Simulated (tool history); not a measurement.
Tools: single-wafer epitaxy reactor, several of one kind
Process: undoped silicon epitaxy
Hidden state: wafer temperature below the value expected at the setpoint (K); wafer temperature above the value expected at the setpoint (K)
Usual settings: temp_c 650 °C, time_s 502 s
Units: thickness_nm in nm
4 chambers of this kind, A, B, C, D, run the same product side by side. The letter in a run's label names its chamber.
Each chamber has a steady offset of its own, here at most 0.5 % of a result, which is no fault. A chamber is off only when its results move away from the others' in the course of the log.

run	hour	temp_c	time_s	hours since the last pyrometer calibration	read-back reference wafer on the same gauge, thickness_nm	thickness_nm
1C	10.9	650	502	1855.8	79.177	84.455
2A	19.7	650	502	947.7	79.218	83.913
3D	30.0	650	502	54.5	79.185	84.617
4B	38.0	650	502	701.2	79.207	84.319
5C	52.2	650	502	1897.1	79.187	83.925
6B	67.1	650	502	730.3	79.238	83.616
7A	76.5	650	502	1004.5	79.237	83.744
8D	87.9	650	540	112.4	79.211	91.511
9B	99.6	650	540	762.8	79.235	90.482
10A	112.0	650	540	1040.0	79.134	90.076
11D	123.6	650	540	148.1	79.199	91.160
# hour 125.3: chamber A: pyrometer calibrated
12C	134.2	650	502	1979.1	79.208	84.536
13D	144.0	650	502	168.5	79.212	84.813
14B	156.7	650	502	819.9	79.198	83.921
15C	173.1	643	502	2018.0	79.204	72.267
16A	183.3	643	502	58.1	79.264	70.860
17C	197.5	643	502	2042.4	79.237	71.986
18B	204.7	643	502	867.9	79.182	71.853
19D	214.7	650	502	239.2	79.176	84.598
20A	227.7	650	502	102.5	79.264	82.641
21A	238.7	650	562	113.5	79.140	92.323
22C	250.1	650	562	2095.0	79.232	94.109
23B	264.4	650	562	927.6	79.151	94.305
24D	274.2	650	562	298.7	79.165	94.739

What goes on in this fleet: one chamber off, a drifting gauge, or nothing beyond the chambers' own small offsets? Name the chamber and the cause, if any.

A service left chamber A off against the others.
Cause: wafer temperature below the value expected at the setpoint (K) = 0.703.

Here are 4 candidates for chamber A's next run, each the usual settings with a change, their results left as question marks. Which one brings its results back in line with what the others give on the usual settings?
In line means no further than this from the other chambers' mean on the usual settings: thickness_nm 0.830 nm
25A-1	286.0	651	502			?
25A-2	286.0	649	496			?
25A-3	286.0	649	502			?
25A-4	286.0	650	521			?

The other chambers' mean on the usual settings: thickness_nm 84.314 nm
run	thickness_nm
25A-1	84.439
25A-2	79.853
25A-3	80.819
25A-4	85.738
25A-1 brings the chamber back in line.
